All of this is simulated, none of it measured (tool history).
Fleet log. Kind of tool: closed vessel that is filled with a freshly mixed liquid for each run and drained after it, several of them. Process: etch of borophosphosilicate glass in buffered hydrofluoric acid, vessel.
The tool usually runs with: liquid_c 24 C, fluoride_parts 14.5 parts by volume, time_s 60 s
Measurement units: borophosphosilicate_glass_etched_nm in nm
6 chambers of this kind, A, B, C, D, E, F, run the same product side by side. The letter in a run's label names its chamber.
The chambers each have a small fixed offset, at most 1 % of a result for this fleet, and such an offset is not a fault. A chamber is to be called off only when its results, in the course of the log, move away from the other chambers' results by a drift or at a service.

| run | hour | liquid_c | fluoride_parts | time_s | read-back film thickness of the borophosphosilicate glass reference wafer, read on the same gauge (nm) | borophosphosilicate_glass_etched_nm |
|---|---|---|---|---|---|---|
| 1E | 4.6 | 24 | 14.5 | 60 | 49.992 | 92.52 |
| 2A | 8.8 | 24 | 14.5 | 60 | 49.995 | 92.177 |
| 3D | 13 | 24 | 14.5 | 60 | 50.031 | 91.64 |
| 4C | 21.1 | 24 | 14.5 | 60 | 50.025 | 89.857 |
| 5F | 25.3 | 24 | 14.5 | 45 | 50.006 | 69.52 |
| 6B | 34.4 | 24 | 14.5 | 45 | 50.013 | 67.592 |
| 7B | 42.4 | 24 | 14.5 | 45 | 50.017 | 67.188 |
| 8A | 49.4 | 24 | 14.5 | 45 | 49.968 | 69.292 |
| 9F | 57 | 24 | 14.5 | 45 | 49.984 | 69.956 |
| 10C | 62.3 | 24 | 14.5 | 45 | 50.024 | 68.19 |
|  | 68.7 | chamber F: hydrofluoric acid flow meter replaced |
| 11E | 70.4 | 24 | 14.5 | 60 | 50.045 | 91.233 |
| 12D | 76.2 | 24 | 14.5 | 60 | 49.987 | 90.19 |
| 13A | 84 | 24 | 14.5 | 60 | 50.032 | 91.728 |
| 14C | 88.2 | 24 | 14.5 | 60 | 49.994 | 90.28 |
| 15D | 96.7 | 24 | 14.5 | 60 | 50.041 | 90.339 |
| 16B | 101.6 | 24 | 14.5 | 60 | 49.967 | 89.381 |
| 17F | 106.7 | 24 | 14.5 | 60 | 49.979 | 90.833 |
| 18E | 115.8 | 24 | 14.5 | 60 | 50.036 | 91.887 |
| 19B | 124.1 | 24 | 19 | 60 | 49.984 | 69.191 |
| 20C | 131.7 | 24 | 19 | 60 | 49.989 | 69.612 |
| 21E | 139.7 | 24 | 19 | 60 | 49.99 | 70.645 |
| 22F | 147.3 | 24 | 19 | 60 | 49.966 | 70.894 |
| 23A | 153.4 | 24 | 19 | 60 | 49.946 | 70.66 |
| 24D | 162.4 | 24 | 19 | 60 | 49.962 | 69.093 |
| 25B | 169.6 | 24 | 14.5 | 60 | 50.004 | 89.604 |
| 26E | 178.7 | 24 | 14.5 | 60 | 49.976 | 90.866 |
| 27F | 184.7 | 24 | 14.5 | 60 | 49.986 | 92.066 |
| 28D | 192.5 | 24 | 14.5 | 60 | 50.011 | 90.106 |
| 29A | 196.4 | 24 | 14.5 | 60 | 50.006 | 91.344 |
| 30C | 200.9 | 24 | 14.5 | 60 | 49.999 | 94.19 |
| 31B | 209 | 24 | 14.5 | 60 | 49.992 | 90.721 |
| 32F | 214.3 | 24 | 14.5 | 75 | 49.961 | 115.92 |
| 33E | 222.1 | 24 | 14.5 | 75 | 49.966 | 115.37 |
| 34C | 227.4 | 24 | 14.5 | 75 | 50.006 | 118.21 |
| 35D | 236.5 | 24 | 14.5 | 75 | 50.016 | 113.22 |
| 36A | 245.2 | 24 | 14.5 | 75 | 49.986 | 114.53 |
| 37A | 252.7 | 24 | 14.5 | 75 | 50.041 | 113.72 |
| 38F | 259.2 | 24 | 14.5 | 60 | 50.003 | 92.378 |
| 39B | 266.2 | 24 | 14.5 | 60 | 49.997 | 90.471 |
| 40E | 274.8 | 28 | 16.5 | 60 | 49.993 | 100.23 |
| 41C | 282.1 | 28 | 16.5 | 60 | 49.983 | 103.24 |
| 42D | 286.5 | 28 | 16.5 | 60 | 50.002 | 98.542 |
| 43C | 294.9 | 28 | 16.5 | 60 | 50.016 | 105.85 |
| 44E | 302 | 28 | 16.5 | 60 | 50.035 | 101.89 |

All 6 chambers run these settings next. Forecast each chamber's results:
| 45A | 308.5 | 24 | 11.5 | 60 |  | ? |
| 45B | 308.5 | 24 | 11.5 | 60 |  | ? |
| 45C | 308.5 | 24 | 11.5 | 60 |  | ? |
| 45D | 308.5 | 24 | 11.5 | 60 |  | ? |
| 45E | 308.5 | 24 | 11.5 | 60 |  | ? |
| 45F | 308.5 | 24 | 11.5 | 60 |  | ? |

| run | borophosphosilicate_glass_etched_nm |
|---|---|
| 45A | 116.43 |
| 45B | 112.36 |
| 45C | 123.38 |
| 45D | 113.95 |
| 45E | 113.09 |
| 45F | 116.16 |
